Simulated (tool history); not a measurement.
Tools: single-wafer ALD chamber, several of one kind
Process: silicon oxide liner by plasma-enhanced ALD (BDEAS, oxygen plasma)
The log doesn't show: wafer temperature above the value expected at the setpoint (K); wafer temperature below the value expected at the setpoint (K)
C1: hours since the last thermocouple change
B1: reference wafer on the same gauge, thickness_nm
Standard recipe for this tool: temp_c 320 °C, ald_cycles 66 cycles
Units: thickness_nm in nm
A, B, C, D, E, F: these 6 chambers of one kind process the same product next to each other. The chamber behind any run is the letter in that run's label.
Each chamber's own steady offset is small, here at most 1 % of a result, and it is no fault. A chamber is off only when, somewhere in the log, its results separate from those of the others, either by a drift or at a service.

{"run": "1C", "hour": 6.9, "temp_c": 320, "ald_cycles": 66, "C1": 519.6, "B1": 5.7265, "thickness_nm": 6.0146}
{"run": "2D", "hour": 12.9, "temp_c": 320, "ald_cycles": 66, "C1": 747.2, "B1": 5.7297, "thickness_nm": 5.9535}
{"run": "3F", "hour": 22.5, "temp_c": 320, "ald_cycles": 66, "C1": 687.2, "B1": 5.7274, "thickness_nm": 5.9836}
{"run": "4B", "hour": 32.2, "temp_c": 320, "ald_cycles": 66, "C1": 1842.5, "B1": 5.7262, "thickness_nm": 5.9178}
{"run": "5A", "hour": 39.2, "temp_c": 306, "ald_cycles": 66, "C1": 490.5, "B1": 5.7316, "thickness_nm": 6.0482}
{"run": "6E", "hour": 49.0, "temp_c": 306, "ald_cycles": 66, "C1": 1305.1, "B1": 5.7263, "thickness_nm": 6.1103}
{"run": "7E", "hour": 54.5, "temp_c": 306, "ald_cycles": 66, "C1": 1310.6, "B1": 5.7283, "thickness_nm": 6.1572}
{"run": "8B", "hour": 66.7, "temp_c": 306, "ald_cycles": 66, "C1": 1877.0, "B1": 5.7279, "thickness_nm": 6.0374}
{"run": "9F", "hour": 72.9, "temp_c": 306, "ald_cycles": 66, "C1": 737.6, "B1": 5.7302, "thickness_nm": 6.0985}
{"run": "10A", "hour": 78.8, "temp_c": 306, "ald_cycles": 66, "C1": 530.1, "B1": 5.7333, "thickness_nm": 6.0872}
{"run": "11C", "hour": 85.9, "temp_c": 320, "ald_cycles": 66, "C1": 598.6, "B1": 5.7285, "thickness_nm": 5.9742}
{"run": "12D", "hour": 97.4, "temp_c": 320, "ald_cycles": 66, "C1": 831.7, "B1": 5.7312, "thickness_nm": 5.9546}
{"run": "13A", "hour": 107.2, "temp_c": 320, "ald_cycles": 66, "C1": 558.5, "B1": 5.7256, "thickness_nm": 5.9663}
{"run": "14C", "hour": 116.9, "temp_c": 320, "ald_cycles": 66, "C1": 629.6, "B1": 5.7293, "thickness_nm": 5.959}
{"run": "15F", "hour": 128.5, "temp_c": 320, "ald_cycles": 66, "C1": 793.2, "B1": 5.7299, "thickness_nm": 6.03}
{"run": "16B", "hour": 137.3, "temp_c": 320, "ald_cycles": 66, "C1": 1947.6, "B1": 5.7281, "thickness_nm": 5.9301}
{"run": "17D", "hour": 145.3, "temp_c": 320, "ald_cycles": 66, "C1": 879.6, "B1": 5.7298, "thickness_nm": 5.9814}
{"run": "18E", "hour": 157.5, "temp_c": 320, "ald_cycles": 66, "C1": 1413.6, "B1": 5.728, "thickness_nm": 6.0506}
{"run": "19F", "hour": 167.7, "temp_c": 320, "ald_cycles": 66, "C1": 832.4, "B1": 5.7297, "thickness_nm": 5.9605}
{"run": "20B", "hour": 178.7, "temp_c": 320, "ald_cycles": 66, "C1": 1989.0, "B1": 5.7284, "thickness_nm": 5.9264}
{"run": "21D", "hour": 186.9, "temp_c": 320, "ald_cycles": 66, "C1": 921.2, "B1": 5.7323, "thickness_nm": 5.9486}
{"run": "22C", "hour": 198.1, "temp_c": 320, "ald_cycles": 66, "C1": 710.8, "B1": 5.7297, "thickness_nm": 5.9877}
{"run": "23A", "hour": 206.5, "temp_c": 320, "ald_cycles": 66, "C1": 657.8, "B1": 5.7313, "thickness_nm": 5.9295}
{"hour": 216.0, "done": "chamber B: thermocouple changed; heater temperature recalibrated"}
{"run": "24E", "hour": 218.5, "temp_c": 308, "ald_cycles": 66, "C1": 1474.6, "B1": 5.73, "thickness_nm": 6.0886}
{"run": "25E", "hour": 229.0, "temp_c": 308, "ald_cycles": 66, "C1": 1485.1, "B1": 5.7276, "thickness_nm": 6.1309}
{"run": "26B", "hour": 236.9, "temp_c": 308, "ald_cycles": 66, "C1": 21.0, "B1": 5.7347, "thickness_nm": 6.0154}
{"run": "27D", "hour": 242.3, "temp_c": 308, "ald_cycles": 66, "C1": 976.6, "B1": 5.731, "thickness_nm": 6.0578}
{"run": "28F", "hour": 254.8, "temp_c": 308, "ald_cycles": 66, "C1": 919.5, "B1": 5.7278, "thickness_nm": 6.1182}
{"run": "29C", "hour": 263.3, "temp_c": 308, "ald_cycles": 66, "C1": 776.0, "B1": 5.7318, "thickness_nm": 6.1295}
{"run": "30A", "hour": 272.3, "temp_c": 307, "ald_cycles": 61, "C1": 723.6, "B1": 5.7341, "thickness_nm": 5.6239}
{"run": "31F", "hour": 282.2, "temp_c": 307, "ald_cycles": 61, "C1": 946.9, "B1": 5.7269, "thickness_nm": 5.6593}
{"run": "32D", "hour": 293.9, "temp_c": 307, "ald_cycles": 61, "C1": 1028.2, "B1": 5.7347, "thickness_nm": 5.5993}
{"run": "33A", "hour": 301.0, "temp_c": 307, "ald_cycles": 61, "C1": 752.3, "B1": 5.7252, "thickness_nm": 5.5928}
{"run": "34B", "hour": 311.9, "temp_c": 307, "ald_cycles": 61, "C1": 96.0, "B1": 5.7317, "thickness_nm": 5.569}
{"run": "35E", "hour": 321.0, "temp_c": 307, "ald_cycles": 61, "C1": 1577.1, "B1": 5.7279, "thickness_nm": 5.6545}
{"run": "36C", "hour": 330.8, "temp_c": 320, "ald_cycles": 66, "C1": 843.5, "B1": 5.7316, "thickness_nm": 5.9886}
{"run": "37A", "hour": 339.8, "temp_c": 320, "ald_cycles": 66, "C1": 791.1, "B1": 5.7286, "thickness_nm": 5.961}
{"run": "38B", "hour": 351.5, "temp_c": 320, "ald_cycles": 66, "C1": 135.6, "B1": 5.729, "thickness_nm": 5.9072}

What goes on in this fleet: one chamber off, a drifting gauge, or nothing beyond the chambers' own small offsets? Name the chamber and the cause, if any.

Beyond each chamber's small constant offset nothing stands out, and the gauge stays steady.
